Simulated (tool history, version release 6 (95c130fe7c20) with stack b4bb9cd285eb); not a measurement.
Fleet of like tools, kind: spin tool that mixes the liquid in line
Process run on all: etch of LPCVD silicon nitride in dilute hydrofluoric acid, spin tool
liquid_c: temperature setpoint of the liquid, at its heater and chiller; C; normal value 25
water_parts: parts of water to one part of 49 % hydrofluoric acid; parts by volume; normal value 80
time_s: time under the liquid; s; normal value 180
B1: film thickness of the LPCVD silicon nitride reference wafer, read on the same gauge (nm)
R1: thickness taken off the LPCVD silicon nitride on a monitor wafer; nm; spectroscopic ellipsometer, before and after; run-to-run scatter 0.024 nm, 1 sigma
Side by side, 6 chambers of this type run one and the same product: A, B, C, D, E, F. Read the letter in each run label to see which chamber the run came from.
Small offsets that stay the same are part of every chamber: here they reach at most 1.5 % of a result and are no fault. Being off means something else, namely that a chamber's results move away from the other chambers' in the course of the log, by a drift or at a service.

run 1F hour=5.6 | liquid_c=25 water_parts=80 time_s=180 | B1=130.00 | R1=1.2512
run 2E hour=10.7 | liquid_c=25 water_parts=80 time_s=180 | B1=130.01 | R1=1.2206
run 3B hour=15.0 | liquid_c=25 water_parts=80 time_s=180 | B1=130.02 | R1=1.2468
run 4A hour=20.5 | liquid_c=25 water_parts=80 time_s=180 | B1=130.01 | R1=1.2177
run 5D hour=24.4 | liquid_c=25 water_parts=80 time_s=180 | B1=130.00 | R1=1.2144
run 6C hour=30.0 | liquid_c=25 water_parts=80 time_s=180 | B1=130.00 | R1=1.2081
run 7E hour=35.8 | liquid_c=25 water_parts=80 time_s=180 | B1=130.04 | R1=1.1701
run 8A hour=40.7 | liquid_c=25 water_parts=80 time_s=180 | B1=130.02 | R1=1.2309
run 9B hour=44.1 | liquid_c=25 water_parts=80 time_s=180 | B1=130.01 | R1=1.2204
-- hour=47.2 chamber B: hydrofluoric acid flow meter replaced
run 10C hour=47.3 | liquid_c=25 water_parts=80 time_s=180 | B1=130.01 | R1=1.2257
run 11D hour=51.3 | liquid_c=25 water_parts=80 time_s=180 | B1=130.00 | R1=1.2576
run 12F hour=54.1 | liquid_c=25 water_parts=80 time_s=180 | B1=130.01 | R1=1.2566
run 13A hour=59.7 | liquid_c=25 water_parts=80 time_s=180 | B1=130.00 | R1=1.1965
run 14B hour=64.4 | liquid_c=25 water_parts=80 time_s=180 | B1=130.01 | R1=1.2233
run 15C hour=67.3 | liquid_c=25 water_parts=80 time_s=180 | B1=130.01 | R1=1.2056
run 16E hour=72.9 | liquid_c=21 water_parts=65 time_s=180 | B1=130.01 | R1=1.1442
run 17F hour=76.9 | liquid_c=21 water_parts=65 time_s=180 | B1=129.99 | R1=1.1734
run 18D hour=82.8 | liquid_c=21 water_parts=65 time_s=180 | B1=130.00 | R1=1.2071
run 19B hour=85.6 | liquid_c=21 water_parts=65 time_s=180 | B1=130.04 | R1=1.1490
run 20C hour=89.4 | liquid_c=21 water_parts=65 time_s=180 | B1=130.00 | R1=1.1088
run 21F hour=95.1 | liquid_c=21 water_parts=65 time_s=180 | B1=130.03 | R1=1.2022
run 22D hour=99.9 | liquid_c=25 water_parts=80 time_s=180 | B1=129.99 | R1=1.2324
run 23A hour=104.3 | liquid_c=25 water_parts=80 time_s=180 | B1=130.00 | R1=1.2327
run 24E hour=110.3 | liquid_c=25 water_parts=80 time_s=180 | B1=130.01 | R1=1.2346
run 25A hour=116.4 | liquid_c=25 water_parts=80 time_s=180 | B1=130.02 | R1=1.1787
run 26B hour=119.6 | liquid_c=25 water_parts=80 time_s=180 | B1=130.02 | R1=1.2486
run 27E hour=124.0 | liquid_c=25 water_parts=80 time_s=180 | B1=129.97 | R1=1.2543
run 28C hour=128.1 | liquid_c=25 water_parts=80 time_s=180 | B1=130.00 | R1=1.2266
run 29F hour=133.5 | liquid_c=25 water_parts=80 time_s=180 | B1=130.03 | R1=1.3472
run 30D hour=139.4 | liquid_c=25 water_parts=80 time_s=180 | B1=129.99 | R1=1.2254
run 31F hour=144.7 | liquid_c=25 water_parts=80 time_s=180 | B1=129.98 | R1=1.3356
run 32E hour=148.0 | liquid_c=25 water_parts=80 time_s=180 | B1=129.99 | R1=1.2245
run 33A hour=151.9 | liquid_c=25 water_parts=80 time_s=180 | B1=130.00 | R1=1.2356
run 34B hour=155.4 | liquid_c=25 water_parts=80 time_s=180 | B1=129.99 | R1=1.2277
run 35C hour=158.7 | liquid_c=25 water_parts=80 time_s=180 | B1=130.02 | R1=1.2147
run 36D hour=164.8 | liquid_c=25 water_parts=80 time_s=180 | B1=129.99 | R1=1.2362
run 37A hour=168.4 | liquid_c=25 water_parts=80 time_s=180 | B1=130.00 | R1=1.2232
run 38C hour=172.1 | liquid_c=25 water_parts=80 time_s=180 | B1=130.01 | R1=1.2209
run 39D hour=175.7 | liquid_c=25 water_parts=80 time_s=180 | B1=130.00 | R1=1.2860

Decide between three cases: one chamber stands off from its peers, the gauge reading all wafers drifts, or nothing is wrong past each chamber's small offset. Where a chamber is off, say which and what most likely put it there.

It is chamber F that slowly wanders off from its peers.
Cause: hydrofluoric acid flow above the setpoint (%) = 12.3.
The log may not tell that from: liquid hotter than its thermometer reads (K).

Chamber F could run next with any of the 4 candidate recipes listed below; each alters the usual settings, and their results appear as question marks. Which one brings its results back in line with what the other chambers deliver on the usual settings?
In line here means within this much of the mean the other chambers give on the usual settings: R1 0.0840 nm
run 40F-1 hour=180.2 | liquid_c=26.5 water_parts=80 time_s=180 | R1=?
run 40F-2 hour=180.2 | liquid_c=24.0 water_parts=80 time_s=150 | R1=?
run 40F-3 hour=180.2 | liquid_c=25.5 water_parts=75 time_s=205 | R1=?
run 40F-4 hour=180.2 | liquid_c=25.0 water_parts=80 time_s=160 | R1=?

Usual-settings mean across the other chambers: R1 1.2301 nm
run=40F-1 R1=1.5283
run=40F-2 R1=1.0774
run=40F-3 R1=1.7355
run=40F-4 R1=1.2291
With 40F-4, the chamber falls back in line with the rest.

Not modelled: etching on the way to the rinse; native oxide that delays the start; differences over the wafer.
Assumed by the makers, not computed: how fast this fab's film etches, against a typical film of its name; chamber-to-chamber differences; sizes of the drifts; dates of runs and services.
